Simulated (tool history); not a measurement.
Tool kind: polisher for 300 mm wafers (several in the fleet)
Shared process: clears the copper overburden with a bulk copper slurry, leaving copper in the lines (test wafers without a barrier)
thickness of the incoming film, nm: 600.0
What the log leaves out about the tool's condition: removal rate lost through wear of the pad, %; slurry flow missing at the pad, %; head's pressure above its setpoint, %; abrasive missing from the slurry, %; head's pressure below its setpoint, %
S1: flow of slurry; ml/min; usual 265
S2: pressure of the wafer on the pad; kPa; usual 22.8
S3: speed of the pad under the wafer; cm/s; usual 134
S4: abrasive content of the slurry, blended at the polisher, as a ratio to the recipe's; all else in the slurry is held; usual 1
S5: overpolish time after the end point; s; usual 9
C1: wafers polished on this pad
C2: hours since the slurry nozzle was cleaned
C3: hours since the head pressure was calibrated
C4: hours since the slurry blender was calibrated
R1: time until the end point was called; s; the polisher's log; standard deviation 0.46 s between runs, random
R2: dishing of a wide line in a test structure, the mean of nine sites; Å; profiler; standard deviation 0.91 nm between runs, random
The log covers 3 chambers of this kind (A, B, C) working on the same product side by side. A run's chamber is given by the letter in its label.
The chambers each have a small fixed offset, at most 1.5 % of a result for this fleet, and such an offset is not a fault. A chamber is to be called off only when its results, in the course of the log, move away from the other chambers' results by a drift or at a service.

{"run": "1B", "day": 0.192, "S1": 265, "S2": 22.8, "S3": 134, "S4": 1, "S5": 9, "C1": 61, "C2": 27.7, "C3": 771.3, "C4": 207.2, "R1": 38.029, "R2": 804.28}
{"day": 0.346, "done": "chamber B: head pressure recalibrated"}
{"run": "2A", "day": 0.512, "S1": 265, "S2": 22.8, "S3": 134, "S4": 1, "S5": 9, "C1": 866, "C2": 621, "C3": 196, "C4": 46.8, "R1": 38.53, "R2": 799.41}
{"run": "3C", "day": 0.771, "S1": 265, "S2": 22.8, "S3": 134, "S4": 1, "S5": 9, "C1": 1239, "C2": 117.5, "C3": 210.8, "C4": 35.5, "R1": 38.333, "R2": 803.18}
{"day": 0.967, "done": "chamber A: worn pad replaced by a new one"}
{"run": "4C", "day": 1.133, "S1": 265, "S2": 22.8, "S3": 134, "S4": 1, "S5": 9, "C1": 1347, "C2": 126.2, "C3": 219.5, "C4": 44.2, "R1": 38.825, "R2": 812.8}
{"run": "5A", "day": 1.379, "S1": 265, "S2": 22.8, "S3": 134, "S4": 1, "S5": 9, "C1": 124, "C2": 641.8, "C3": 216.8, "C4": 67.6, "R1": 38.738, "R2": 807.25}
{"run": "6B", "day": 1.588, "S1": 265, "S2": 22.8, "S3": 134, "S4": 1, "S5": 9, "C1": 478, "C2": 61.2, "C3": 29.8, "C4": 240.7, "R1": 38.626, "R2": 811.33}
{"day": 1.65, "done": "chamber B: worn pad replaced by a new one"}
{"day": 1.783, "done": "chamber A: slurry nozzle cleaned"}
{"run": "7C", "day": 1.825, "S1": 265, "S2": 22.8, "S3": 134, "S4": 1, "S5": 9, "C1": 1554, "C2": 142.8, "C3": 236.1, "C4": 60.8, "R1": 38.639, "R2": 802.74}
{"day": 2.004, "done": "chamber C: worn pad replaced by a new one"}
{"run": "8A", "day": 2.192, "S1": 265, "S2": 22.8, "S3": 134, "S4": 1, "S5": 9, "C1": 367, "C2": 9.9, "C3": 236.3, "C4": 87.1, "R1": 37.537, "R2": 812.43}
{"run": "9B", "day": 2.492, "S1": 265, "S2": 22.8, "S3": 134, "S4": 1, "S5": 9, "C1": 251, "C2": 82.9, "C3": 51.5, "C4": 262.4, "R1": 38.303, "R2": 807.18}
{"day": 2.783, "done": "chamber A: slurry blender recalibrated"}
{"run": "10A", "day": 2.833, "S1": 265, "S2": 22.8, "S3": 134, "S4": 1, "S5": 9, "C1": 559, "C2": 25.3, "C3": 251.7, "C4": 1.2, "R1": 39.098, "R2": 807.04}
{"run": "11C", "day": 3.05, "S1": 265, "S2": 15.9, "S3": 168, "S4": 1, "S5": 9, "C1": 312, "C2": 172.2, "C3": 265.5, "C4": 90.2, "R1": 43.896, "R2": 700.97}
{"run": "12B", "day": 3.25, "S1": 265, "S2": 15.9, "S3": 168, "S4": 1, "S5": 9, "C1": 478, "C2": 101.1, "C3": 69.7, "C4": 280.6, "R1": 44.507, "R2": 707.79}
{"day": 3.425, "done": "chamber B: worn pad replaced by a new one"}
{"run": "13A", "day": 3.525, "S1": 265, "S2": 15.9, "S3": 168, "S4": 1, "S5": 9, "C1": 765, "C2": 41.9, "C3": 268.3, "C4": 17.8, "R1": 44.153, "R2": 707.65}
{"run": "14B", "day": 3.742, "S1": 265, "S2": 22.8, "S3": 134, "S4": 1, "S5": 9, "C1": 95, "C2": 112.9, "C3": 81.5, "C4": 292.4, "R1": 38.265, "R2": 786.61}
{"run": "15C", "day": 3.988, "S1": 265, "S2": 22.8, "S3": 134, "S4": 1, "S5": 9, "C1": 592, "C2": 194.7, "C3": 288, "C4": 112.7, "R1": 37.552, "R2": 804.53}
{"day": 4.279, "done": "chamber A: worn pad replaced by a new one"}
{"run": "16C", "day": 4.292, "S1": 265, "S2": 18.6, "S3": 160, "S4": 1, "S5": 9, "C1": 683, "C2": 202, "C3": 295.3, "C4": 120, "R1": 39.306, "R2": 753.16}
{"day": 4.392, "done": "chamber C: slurry nozzle cleaned"}
{"run": "17A", "day": 4.483, "S1": 265, "S2": 18.6, "S3": 160, "S4": 1, "S5": 9, "C1": 61, "C2": 64.9, "C3": 291.3, "C4": 40.8, "R1": 39.258, "R2": 773.12}
{"run": "18B", "day": 4.692, "S1": 265, "S2": 18.6, "S3": 160, "S4": 1, "S5": 9, "C1": 379, "C2": 135.7, "C3": 104.3, "C4": 315.2, "R1": 39.555, "R2": 763.91}
{"run": "19C", "day": 4.896, "S1": 265, "S2": 22.8, "S3": 134, "S4": 1, "S5": 9, "C1": 864, "C2": 12.1, "C3": 309.8, "C4": 134.5, "R1": 38.11, "R2": 786.65}
{"day": 4.979, "done": "chamber B: worn pad replaced by a new one"}
{"run": "20A", "day": 5.175, "S1": 265, "S2": 22.8, "S3": 134, "S4": 1, "S5": 9, "C1": 268, "C2": 81.5, "C3": 307.9, "C4": 57.4, "R1": 37.787, "R2": 815.5}
{"run": "21B", "day": 5.421, "S1": 265, "S2": 22.8, "S3": 134, "S4": 1, "S5": 9, "C1": 132, "C2": 153.2, "C3": 121.8, "C4": 332.7, "R1": 37.976, "R2": 822.38}
{"run": "22A", "day": 5.604, "S1": 265, "S2": 22.8, "S3": 134, "S4": 1, "S5": 9, "C1": 396, "C2": 91.8, "C3": 318.2, "C4": 67.7, "R1": 38.317, "R2": 797.52}
{"run": "23B", "day": 5.892, "S1": 265, "S2": 22.8, "S3": 134, "S4": 1, "S5": 9, "C1": 273, "C2": 164.5, "C3": 133.1, "C4": 344, "R1": 37.973, "R2": 824.03}
{"day": 6.225, "done": "chamber C: worn pad replaced by a new one"}
{"run": "24C", "day": 6.279, "S1": 265, "S2": 22.8, "S3": 134, "S4": 1, "S5": 9, "C1": 17, "C2": 45.3, "C3": 343, "C4": 167.7, "R1": 38.212, "R2": 785.87}
{"day": 6.379, "done": "chamber C: slurry blender recalibrated"}
{"run": "25C", "day": 6.617, "S1": 265, "S2": 22.8, "S3": 134, "S4": 1, "S5": 9, "C1": 118, "C2": 53.4, "C3": 351.1, "C4": 5.8, "R1": 38.159, "R2": 803.7}
{"day": 6.633, "done": "chamber B: worn pad replaced by a new one"}
{"run": "26B", "day": 6.804, "S1": 265, "S2": 22.8, "S3": 134, "S4": 1, "S5": 9, "C1": 51, "C2": 186.4, "C3": 155, "C4": 365.9, "R1": 37.886, "R2": 800.54}
{"day": 6.842, "done": "chamber A: slurry blender recalibrated"}
{"run": "27A", "day": 7.0, "S1": 265, "S2": 22.8, "S3": 134, "S4": 1, "S5": 9, "C1": 814, "C2": 125.3, "C3": 351.7, "C4": 3.8, "R1": 38.085, "R2": 807.7}
{"run": "28B", "day": 7.408, "S1": 265, "S2": 22.8, "S3": 134, "S4": 1, "S5": 9, "C1": 231, "C2": 200.9, "C3": 169.5, "C4": 380.4, "R1": 38.282, "R2": 810.42}
{"run": "29A", "day": 7.654, "S1": 265, "S2": 22.8, "S3": 134, "S4": 1, "S5": 9, "C1": 1009, "C2": 141, "C3": 367.4, "C4": 19.5, "R1": 39.193, "R2": 803.45}
{"run": "30C", "day": 7.95, "S1": 265, "S2": 22.8, "S3": 134, "S4": 1, "S5": 9, "C1": 516, "C2": 85.4, "C3": 383.1, "C4": 37.8, "R1": 38.117, "R2": 801.47}
{"run": "31A", "day": 8.229, "S1": 265, "S2": 22.8, "S3": 134, "S4": 1, "S5": 9, "C1": 1181, "C2": 154.8, "C3": 381.2, "C4": 33.3, "R1": 38.125, "R2": 806.6}
{"day": 8.279, "done": "chamber A: worn pad replaced by a new one"}
{"run": "32C", "day": 8.504, "S1": 265, "S2": 22.8, "S3": 134, "S4": 1, "S5": 9, "C1": 682, "C2": 98.7, "C3": 396.4, "C4": 51.1, "R1": 38.902, "R2": 801.27}
{"day": 8.683, "done": "chamber B: worn pad replaced by a new one"}
{"run": "33B", "day": 8.867, "S1": 230, "S2": 22.8, "S3": 134, "S4": 1.15, "S5": 9, "C1": 55, "C2": 235.9, "C3": 204.5, "C4": 415.4, "R1": 37.748, "R2": 816.4}
{"run": "34A", "day": 9.046, "S1": 230, "S2": 22.8, "S3": 134, "S4": 1.15, "S5": 9, "C1": 230, "C2": 174.4, "C3": 400.8, "C4": 52.9, "R1": 37.404, "R2": 829.73}

Decide between three cases: one chamber stands off from its peers, the gauge reading all wafers drifts, or nothing is wrong past each chamber's small offset. Where a chamber is off, say which and what most likely put it there.

No chamber stands off beyond its own small offset, and the gauge holds steady.

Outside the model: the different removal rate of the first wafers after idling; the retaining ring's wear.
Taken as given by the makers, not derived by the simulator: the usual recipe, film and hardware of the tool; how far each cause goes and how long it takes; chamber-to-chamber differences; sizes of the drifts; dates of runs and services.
